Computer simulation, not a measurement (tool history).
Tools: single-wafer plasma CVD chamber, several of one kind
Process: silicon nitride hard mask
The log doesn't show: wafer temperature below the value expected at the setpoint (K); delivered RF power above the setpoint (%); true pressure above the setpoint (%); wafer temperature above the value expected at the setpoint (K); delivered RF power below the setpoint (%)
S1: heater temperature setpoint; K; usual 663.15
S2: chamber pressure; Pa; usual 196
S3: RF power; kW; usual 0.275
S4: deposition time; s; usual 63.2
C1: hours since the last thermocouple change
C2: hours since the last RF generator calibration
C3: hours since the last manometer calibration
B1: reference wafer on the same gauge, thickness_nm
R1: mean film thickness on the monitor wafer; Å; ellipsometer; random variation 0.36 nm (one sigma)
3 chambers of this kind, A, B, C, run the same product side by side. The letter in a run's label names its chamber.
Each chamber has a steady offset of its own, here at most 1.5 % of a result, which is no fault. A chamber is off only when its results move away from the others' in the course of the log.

run,hour,S1,S2,S3,S4,C1,C2,C3,B1,R1
1A,2.7,663.15,196,0.275,63.2,2096.2,945.0,2273.4,79.815,664.00
2C,5.3,663.15,196,0.275,63.2,635.0,603.7,2446.3,79.879,677.93
3B,9.6,663.15,196,0.275,63.2,628.5,354.1,222.6,80.024,673.56
4A,12.5,663.15,196,0.275,63.2,2106.0,954.8,2283.2,80.116,670.82
5C,17.5,663.15,196,0.275,63.2,647.2,615.9,2458.5,80.033,670.43
6B,21.1,663.15,196,0.275,63.2,640.0,365.6,234.1,79.984,675.93
7C,25.2,663.15,196,0.275,63.2,654.9,623.6,2466.2,80.093,672.46
8A,28.7,663.15,196,0.275,63.2,2122.2,971.0,2299.4,80.031,672.72
9B,33.6,663.15,196,0.275,63.2,652.5,378.1,246.6,80.095,675.95
10A,38.2,663.15,196,0.275,63.2,2131.7,980.5,2308.9,80.022,665.76
11B,42.0,663.15,196,0.275,63.2,660.9,386.5,255.0,80.072,678.90
12C,45.9,663.15,196,0.275,63.2,675.6,644.3,2486.9,79.949,668.70
13A,50.4,663.15,196,0.275,63.2,2143.9,992.7,2321.1,79.926,664.32
14C,53.1,663.15,196,0.275,63.2,682.8,651.5,2494.1,79.921,677.70
15B,56.3,663.15,196,0.275,63.2,675.2,400.8,269.3,80.020,679.97
16A,60.9,663.15,196,0.275,63.2,2154.4,1003.2,2331.6,79.925,659.80
17B,63.4,663.15,196,0.275,63.2,682.3,407.9,276.4,79.955,676.21
18C,67.4,663.15,196,0.275,63.2,697.1,665.8,2508.4,79.924,671.78
19B,72.2,663.15,196,0.275,63.2,691.1,416.7,285.2,79.986,672.72
20A,74.6,663.15,196,0.275,63.2,2168.1,1016.9,2345.3,80.038,668.53
21C,79.4,663.15,196,0.275,63.2,709.1,677.8,2520.4,79.942,675.67
22B,82.5,663.15,196,0.275,63.2,701.4,427.0,295.5,79.964,675.72
23C,86.6,663.15,196,0.275,63.2,716.3,685.0,2527.6,80.034,675.58
24A,90.7,663.15,196,0.275,63.2,2184.2,1033.0,2361.4,79.947,668.56
25C,93.8,663.15,196,0.275,63.2,723.5,692.2,2534.8,80.085,672.28
26A,96.7,663.15,196,0.275,63.2,2190.2,1039.0,2367.4,79.958,664.45
27B,101.1,663.15,196,0.275,63.2,720.0,445.6,314.1,80.050,675.02
28B,104.6,663.15,196,0.275,63.2,723.5,449.1,317.6,79.954,674.56
29A,108.0,663.15,196,0.275,63.2,2201.5,1050.3,2378.7,80.042,669.55
30C,113.0,663.15,196,0.275,63.2,742.7,711.4,2554.0,80.134,673.61
31A,117.2,663.15,196,0.275,63.2,2210.7,1059.5,2387.9,79.961,667.87
32B,121.1,663.15,233,0.275,63.2,740.0,465.6,334.1,80.081,713.96
33C,123.8,663.15,233,0.275,63.2,753.5,722.2,2564.8,79.950,708.71
34C,126.6,663.15,233,0.275,63.2,756.3,725.0,2567.6,79.987,713.28
35A,129.3,663.15,196,0.250,54.8,2222.8,1071.6,2400.0,80.072,535.81
36B,133.3,663.15,196,0.250,54.8,752.2,477.8,346.3,79.987,549.94
37A,137.1,663.15,196,0.250,54.8,2230.6,1079.4,2407.8,80.017,537.23
38C,139.6,663.15,196,0.275,63.2,769.3,738.0,2580.6,80.142,674.43
39B,142.6,663.15,196,0.275,63.2,761.5,487.1,355.6,79.911,675.17
40B,147.3,663.15,196,0.275,63.2,766.2,491.8,360.3,80.078,679.71

Is one chamber off against the others, does the gauge drift, or is nothing wrong? If a chamber is off, say which, and what the likeliest cause is.

No chamber stands off beyond its own small offset, and the gauge holds steady.

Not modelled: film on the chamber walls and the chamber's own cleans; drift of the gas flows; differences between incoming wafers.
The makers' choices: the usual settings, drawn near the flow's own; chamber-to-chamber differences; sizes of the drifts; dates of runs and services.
